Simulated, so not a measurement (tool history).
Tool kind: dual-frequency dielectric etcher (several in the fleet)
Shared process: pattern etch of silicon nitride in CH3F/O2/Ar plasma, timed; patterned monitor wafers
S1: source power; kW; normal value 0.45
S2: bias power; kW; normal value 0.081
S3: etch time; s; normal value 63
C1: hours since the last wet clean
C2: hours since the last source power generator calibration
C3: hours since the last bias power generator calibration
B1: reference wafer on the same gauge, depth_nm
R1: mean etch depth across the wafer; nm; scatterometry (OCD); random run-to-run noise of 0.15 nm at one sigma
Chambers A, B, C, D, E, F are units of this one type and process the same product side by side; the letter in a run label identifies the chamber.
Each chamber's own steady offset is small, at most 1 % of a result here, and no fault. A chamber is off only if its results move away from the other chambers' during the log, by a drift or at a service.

{"run": "1F", "hour": 4.5, "S1": 0.45, "S2": 0.081, "S3": 63, "C1": 268.6, "C2": 3161, "C3": 2621.2, "B1": 56.369, "R1": 48.156}
{"run": "2C", "hour": 9.3, "S1": 0.45, "S2": 0.081, "S3": 63, "C1": 132, "C2": 2319.5, "C3": 1077.4, "B1": 56.459, "R1": 47.956}
{"hour": 14.5, "done": "chamber F: bias power generator calibrated"}
{"run": "3D", "hour": 15.3, "S1": 0.45, "S2": 0.081, "S3": 63, "C1": 376.7, "C2": 779.4, "C3": 1173.9, "B1": 56.343, "R1": 48.596}
{"run": "4E", "hour": 18.5, "S1": 0.45, "S2": 0.081, "S3": 63, "C1": 66, "C2": 1027.4, "C3": 3152.4, "B1": 56.383, "R1": 48.166}
{"run": "5B", "hour": 25.1, "S1": 0.45, "S2": 0.081, "S3": 63, "C1": 160, "C2": 3489.4, "C3": 1578.7, "B1": 56.41, "R1": 48.261}
{"run": "6A", "hour": 29.0, "S1": 0.45, "S2": 0.081, "S3": 63, "C1": 192.7, "C2": 936.6, "C3": 98.5, "B1": 56.399, "R1": 47.818}
{"run": "7E", "hour": 32.9, "S1": 0.45, "S2": 0.081, "S3": 63, "C1": 80.4, "C2": 1041.8, "C3": 3166.8, "B1": 56.433, "R1": 48.239}
{"run": "8A", "hour": 39.2, "S1": 0.45, "S2": 0.081, "S3": 63, "C1": 202.9, "C2": 946.8, "C3": 108.7, "B1": 56.431, "R1": 48.036}
{"run": "9F", "hour": 45.7, "S1": 0.45, "S2": 0.068, "S3": 63, "C1": 309.8, "C2": 3202.2, "C3": 31.2, "B1": 56.381, "R1": 45.78}
{"run": "10D", "hour": 52.3, "S1": 0.45, "S2": 0.068, "S3": 63, "C1": 413.7, "C2": 816.4, "C3": 1210.9, "B1": 56.359, "R1": 45.76}
{"run": "11B", "hour": 56.7, "S1": 0.45, "S2": 0.068, "S3": 63, "C1": 191.6, "C2": 3521, "C3": 1610.3, "B1": 56.364, "R1": 45.622}
{"run": "12C", "hour": 61.1, "S1": 0.45, "S2": 0.068, "S3": 63, "C1": 183.8, "C2": 2371.3, "C3": 1129.2, "B1": 56.368, "R1": 45.41}
{"run": "13C", "hour": 66.2, "S1": 0.45, "S2": 0.068, "S3": 63, "C1": 188.9, "C2": 2376.4, "C3": 1134.3, "B1": 56.444, "R1": 45.483}
{"run": "14F", "hour": 72.4, "S1": 0.45, "S2": 0.068, "S3": 63, "C1": 336.5, "C2": 3228.9, "C3": 57.9, "B1": 56.401, "R1": 45.711}
{"run": "15E", "hour": 78.4, "S1": 0.45, "S2": 0.097, "S3": 51, "C1": 125.9, "C2": 1087.3, "C3": 3212.3, "B1": 56.427, "R1": 41.939}
{"run": "16B", "hour": 83.1, "S1": 0.45, "S2": 0.097, "S3": 51, "C1": 218, "C2": 3547.4, "C3": 1636.7, "B1": 56.404, "R1": 42.132}
{"run": "17A", "hour": 86.9, "S1": 0.45, "S2": 0.097, "S3": 51, "C1": 250.6, "C2": 994.5, "C3": 156.4, "B1": 56.386, "R1": 41.284}
{"hour": 90.8, "done": "chamber F: wet clean of the chamber"}
{"run": "18D", "hour": 93.0, "S1": 0.45, "S2": 0.097, "S3": 51, "C1": 454.4, "C2": 857.1, "C3": 1251.6, "B1": 56.405, "R1": 41.954}
{"run": "19F", "hour": 98.8, "S1": 0.45, "S2": 0.097, "S3": 51, "C1": 8, "C2": 3255.3, "C3": 84.3, "B1": 56.364, "R1": 41.728}
{"run": "20E", "hour": 104.5, "S1": 0.45, "S2": 0.097, "S3": 51, "C1": 152, "C2": 1113.4, "C3": 3238.4, "B1": 56.428, "R1": 41.602}
{"run": "21D", "hour": 107.5, "S1": 0.45, "S2": 0.081, "S3": 63, "C1": 468.9, "C2": 871.6, "C3": 1266.1, "B1": 56.374, "R1": 48.606}
{"run": "22C", "hour": 110.4, "S1": 0.45, "S2": 0.081, "S3": 63, "C1": 233.1, "C2": 2420.6, "C3": 1178.5, "B1": 56.375, "R1": 48.317}
{"run": "23B", "hour": 115.2, "S1": 0.4, "S2": 0.073, "S3": 63, "C1": 250.1, "C2": 3579.5, "C3": 1668.8, "B1": 56.399, "R1": 45.289}
{"run": "24A", "hour": 119.9, "S1": 0.4, "S2": 0.073, "S3": 63, "C1": 283.6, "C2": 1027.5, "C3": 189.4, "B1": 56.428, "R1": 44.217}
{"run": "25B", "hour": 126.1, "S1": 0.4, "S2": 0.073, "S3": 63, "C1": 261, "C2": 3590.4, "C3": 1679.7, "B1": 56.371, "R1": 45.595}
{"run": "26D", "hour": 132.2, "S1": 0.4, "S2": 0.073, "S3": 63, "C1": 493.6, "C2": 896.3, "C3": 1290.8, "B1": 56.421, "R1": 44.897}
{"run": "27F", "hour": 138.7, "S1": 0.4, "S2": 0.073, "S3": 63, "C1": 47.9, "C2": 3295.2, "C3": 124.2, "B1": 56.415, "R1": 44.565}
{"run": "28E", "hour": 144.5, "S1": 0.4, "S2": 0.073, "S3": 63, "C1": 192, "C2": 1153.4, "C3": 3278.4, "B1": 56.426, "R1": 44.522}
{"run": "29C", "hour": 148.5, "S1": 0.45, "S2": 0.081, "S3": 63, "C1": 271.2, "C2": 2458.7, "C3": 1216.6, "B1": 56.36, "R1": 48.346}
{"run": "30A", "hour": 152.5, "S1": 0.45, "S2": 0.081, "S3": 63, "C1": 316.2, "C2": 1060.1, "C3": 222, "B1": 56.388, "R1": 48.02}
{"run": "31F", "hour": 158.4, "S1": 0.45, "S2": 0.081, "S3": 63, "C1": 67.6, "C2": 3314.9, "C3": 143.9, "B1": 56.385, "R1": 48.34}
{"run": "32C", "hour": 163.8, "S1": 0.45, "S2": 0.081, "S3": 63, "C1": 286.5, "C2": 2474, "C3": 1231.9, "B1": 56.387, "R1": 48.117}
{"run": "33D", "hour": 170.4, "S1": 0.45, "S2": 0.081, "S3": 63, "C1": 531.8, "C2": 934.5, "C3": 1329, "B1": 56.367, "R1": 48.48}
{"run": "34A", "hour": 174.5, "S1": 0.45, "S2": 0.081, "S3": 63, "C1": 338.2, "C2": 1082.1, "C3": 244, "B1": 56.378, "R1": 47.76}
{"run": "35E", "hour": 180.1, "S1": 0.45, "S2": 0.081, "S3": 63, "C1": 227.6, "C2": 1189, "C3": 3314, "B1": 56.407, "R1": 48.481}
{"run": "36B", "hour": 185.4, "S1": 0.45, "S2": 0.081, "S3": 63, "C1": 320.3, "C2": 3649.7, "C3": 1739, "B1": 56.423, "R1": 49.731}
{"run": "37F", "hour": 188.8, "S1": 0.45, "S2": 0.081, "S3": 63, "C1": 98, "C2": 3345.3, "C3": 174.3, "B1": 56.408, "R1": 48.155}
{"run": "38C", "hour": 192.5, "S1": 0.45, "S2": 0.081, "S3": 63, "C1": 315.2, "C2": 2502.7, "C3": 1260.6, "B1": 56.423, "R1": 48.159}
{"run": "39E", "hour": 195.6, "S1": 0.45, "S2": 0.081, "S3": 63, "C1": 243.1, "C2": 1204.5, "C3": 3329.5, "B1": 56.431, "R1": 48.247}
{"run": "40A", "hour": 200.4, "S1": 0.45, "S2": 0.081, "S3": 63, "C1": 364.1, "C2": 1108, "C3": 269.9, "B1": 56.402, "R1": 47.707}

Predict what each chamber gives when all 6 of them run the settings below next.
{"run": "41A", "hour": 205.3, "S1": 0.45, "S2": 0.098, "S3": 63, "R1": "?"}
{"run": "41B", "hour": 205.3, "S1": 0.45, "S2": 0.098, "S3": 63, "R1": "?"}
{"run": "41C", "hour": 205.3, "S1": 0.45, "S2": 0.098, "S3": 63, "R1": "?"}
{"run": "41D", "hour": 205.3, "S1": 0.45, "S2": 0.098, "S3": 63, "R1": "?"}
{"run": "41E", "hour": 205.3, "S1": 0.45, "S2": 0.098, "S3": 63, "R1": "?"}
{"run": "41F", "hour": 205.3, "S1": 0.45, "S2": 0.098, "S3": 63, "R1": "?"}

run=41A R1=51.154
run=41B R1=53.254
run=41C R1=51.554
run=41D R1=51.899
run=41E R1=51.526
run=41F R1=51.896

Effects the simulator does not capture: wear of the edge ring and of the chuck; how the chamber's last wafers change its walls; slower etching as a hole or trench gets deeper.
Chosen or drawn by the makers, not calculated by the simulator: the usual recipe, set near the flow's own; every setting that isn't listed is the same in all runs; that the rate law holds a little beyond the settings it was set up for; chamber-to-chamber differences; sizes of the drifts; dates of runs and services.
